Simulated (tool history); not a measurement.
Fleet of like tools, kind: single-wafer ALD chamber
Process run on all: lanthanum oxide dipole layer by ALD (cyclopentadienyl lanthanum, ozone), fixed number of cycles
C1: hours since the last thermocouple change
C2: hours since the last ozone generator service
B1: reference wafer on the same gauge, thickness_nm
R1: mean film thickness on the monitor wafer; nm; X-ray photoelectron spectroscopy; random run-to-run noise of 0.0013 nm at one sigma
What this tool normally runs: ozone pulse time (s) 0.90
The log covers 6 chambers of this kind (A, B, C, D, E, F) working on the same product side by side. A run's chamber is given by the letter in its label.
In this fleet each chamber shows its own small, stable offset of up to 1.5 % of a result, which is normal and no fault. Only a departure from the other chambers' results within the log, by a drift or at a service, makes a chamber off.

run 1C hour=4.9 | ozone_pulse_time_(s)=0.90 | C1=1894.1 C2=1267.4 | B1=0.43087 | R1=0.48571
run 2A hour=8.8 | ozone_pulse_time_(s)=0.90 | C1=1594.0 C2=686.3 | B1=0.43092 | R1=0.48632
run 3E hour=16.0 | ozone_pulse_time_(s)=0.90 | C1=297.7 C2=562.0 | B1=0.43116 | R1=0.48140
-- hour=17.4 chamber C: thermocouple changed; heater temperature recalibrated
run 4B hour=19.8 | ozone_pulse_time_(s)=0.90 | C1=2926.1 C2=350.5 | B1=0.43089 | R1=0.48058
run 5D hour=26.9 | ozone_pulse_time_(s)=0.90 | C1=36.6 C2=1546.1 | B1=0.43085 | R1=0.48385
run 6F hour=32.8 | ozone_pulse_time_(s)=0.90 | C1=1456.1 C2=973.1 | B1=0.43111 | R1=0.48223
run 7D hour=39.1 | ozone_pulse_time_(s)=0.90 | C1=48.8 C2=1558.3 | B1=0.43110 | R1=0.48386
run 8E hour=44.8 | ozone_pulse_time_(s)=0.90 | C1=326.5 C2=590.8 | B1=0.43105 | R1=0.48255
run 9F hour=49.5 | ozone_pulse_time_(s)=0.90 | C1=1472.8 C2=989.8 | B1=0.43112 | R1=0.48088
run 10B hour=54.5 | ozone_pulse_time_(s)=0.90 | C1=2960.8 C2=385.2 | B1=0.43097 | R1=0.48214
-- hour=60.6 chamber F: ozone generator serviced
run 11C hour=60.9 | ozone_pulse_time_(s)=0.90 | C1=43.5 C2=1323.4 | B1=0.43085 | R1=0.48437
run 12A hour=68.4 | ozone_pulse_time_(s)=0.72 | C1=1653.6 C2=745.9 | B1=0.43121 | R1=0.44569
run 13C hour=73.2 | ozone_pulse_time_(s)=0.72 | C1=55.8 C2=1335.7 | B1=0.43096 | R1=0.44459
run 14B hour=78.8 | ozone_pulse_time_(s)=0.72 | C1=2985.1 C2=409.5 | B1=0.43088 | R1=0.44221
run 15A hour=83.3 | ozone_pulse_time_(s)=0.72 | C1=1668.5 C2=760.8 | B1=0.43084 | R1=0.44497
run 16F hour=90.8 | ozone_pulse_time_(s)=0.72 | C1=1514.1 C2=30.3 | B1=0.43069 | R1=0.43982
-- hour=91.7 chamber B: thermocouple changed; heater temperature recalibrated
run 17D hour=95.2 | ozone_pulse_time_(s)=0.72 | C1=104.9 C2=1614.4 | B1=0.43108 | R1=0.43966
run 18E hour=100.5 | ozone_pulse_time_(s)=0.90 | C1=382.2 C2=646.5 | B1=0.43084 | R1=0.48492
run 19E hour=105.9 | ozone_pulse_time_(s)=0.90 | C1=387.6 C2=651.9 | B1=0.43132 | R1=0.48524
run 20D hour=111.4 | ozone_pulse_time_(s)=0.90 | C1=121.1 C2=1630.6 | B1=0.43106 | R1=0.48147
run 21F hour=115.6 | ozone_pulse_time_(s)=0.90 | C1=1538.9 C2=55.1 | B1=0.43113 | R1=0.48326
run 22B hour=123.3 | ozone_pulse_time_(s)=0.90 | C1=31.7 C2=454.0 | B1=0.43119 | R1=0.48175
run 23C hour=127.0 | ozone_pulse_time_(s)=0.90 | C1=109.6 C2=1389.5 | B1=0.43093 | R1=0.48713
run 24A hour=133.5 | ozone_pulse_time_(s)=0.90 | C1=1718.7 C2=811.0 | B1=0.43109 | R1=0.48951
run 25C hour=138.1 | ozone_pulse_time_(s)=0.61 | C1=120.7 C2=1400.6 | B1=0.43093 | R1=0.40721
run 26B hour=145.4 | ozone_pulse_time_(s)=0.61 | C1=53.8 C2=476.1 | B1=0.43103 | R1=0.40932
run 27D hour=150.7 | ozone_pulse_time_(s)=0.61 | C1=160.4 C2=1669.9 | B1=0.43079 | R1=0.40494
run 28E hour=156.9 | ozone_pulse_time_(s)=0.61 | C1=438.6 C2=702.9 | B1=0.43066 | R1=0.40952
run 29A hour=161.5 | ozone_pulse_time_(s)=0.61 | C1=1746.7 C2=839.0 | B1=0.43086 | R1=0.40844
run 30F hour=167.8 | ozone_pulse_time_(s)=0.61 | C1=1591.1 C2=107.3 | B1=0.43100 | R1=0.40555
-- hour=173.1 chamber D: ozone generator serviced
run 31D hour=173.7 | ozone_pulse_time_(s)=0.62 | C1=183.4 C2=0.7 | B1=0.43086 | R1=0.41005
run 32B hour=181.2 | ozone_pulse_time_(s)=0.62 | C1=89.6 C2=511.9 | B1=0.43118 | R1=0.41281
run 33E hour=186.4 | ozone_pulse_time_(s)=0.62 | C1=468.1 C2=732.4 | B1=0.43121 | R1=0.41155
run 34C hour=191.8 | ozone_pulse_time_(s)=0.62 | C1=174.4 C2=1454.3 | B1=0.43125 | R1=0.41150
run 35A hour=199.0 | ozone_pulse_time_(s)=0.62 | C1=1784.2 C2=876.5 | B1=0.43089 | R1=0.41406
run 36F hour=205.4 | ozone_pulse_time_(s)=0.62 | C1=1628.7 C2=144.9 | B1=0.43115 | R1=0.40858
run 37C hour=212.2 | ozone_pulse_time_(s)=0.90 | C1=194.8 C2=1474.7 | B1=0.43100 | R1=0.48908
run 38A hour=217.6 | ozone_pulse_time_(s)=0.90 | C1=1802.8 C2=895.1 | B1=0.43089 | R1=0.48979
run 39B hour=223.3 | ozone_pulse_time_(s)=0.90 | C1=131.7 C2=554.0 | B1=0.43111 | R1=0.48281
run 40D hour=229.4 | ozone_pulse_time_(s)=1.21 | C1=239.1 C2=56.4 | B1=0.43120 | R1=0.52812
run 41F hour=233.4 | ozone_pulse_time_(s)=1.21 | C1=1656.7 C2=172.9 | B1=0.43101 | R1=0.52767
run 42E hour=237.2 | ozone_pulse_time_(s)=1.21 | C1=518.9 C2=783.2 | B1=0.43106 | R1=0.52847
run 43E hour=244.7 | ozone_pulse_time_(s)=1.21 | C1=526.4 C2=790.7 | B1=0.43107 | R1=0.52769
run 44A hour=250.0 | ozone_pulse_time_(s)=1.21 | C1=1835.2 C2=927.5 | B1=0.43107 | R1=0.53470

Predict what each chamber gives when all 6 of them run the settings below next.
run 45A hour=255.6 | ozone_pulse_time_(s)=0.90 | R1=?
run 45B hour=255.6 | ozone_pulse_time_(s)=0.90 | R1=?
run 45C hour=255.6 | ozone_pulse_time_(s)=0.90 | R1=?
run 45D hour=255.6 | ozone_pulse_time_(s)=0.90 | R1=?
run 45E hour=255.6 | ozone_pulse_time_(s)=0.90 | R1=?
run 45F hour=255.6 | ozone_pulse_time_(s)=0.90 | R1=?

run=45A R1=0.48918
run=45B R1=0.48320
run=45C R1=0.48740
run=45D R1=0.48153
run=45E R1=0.48481
run=45F R1=0.48329
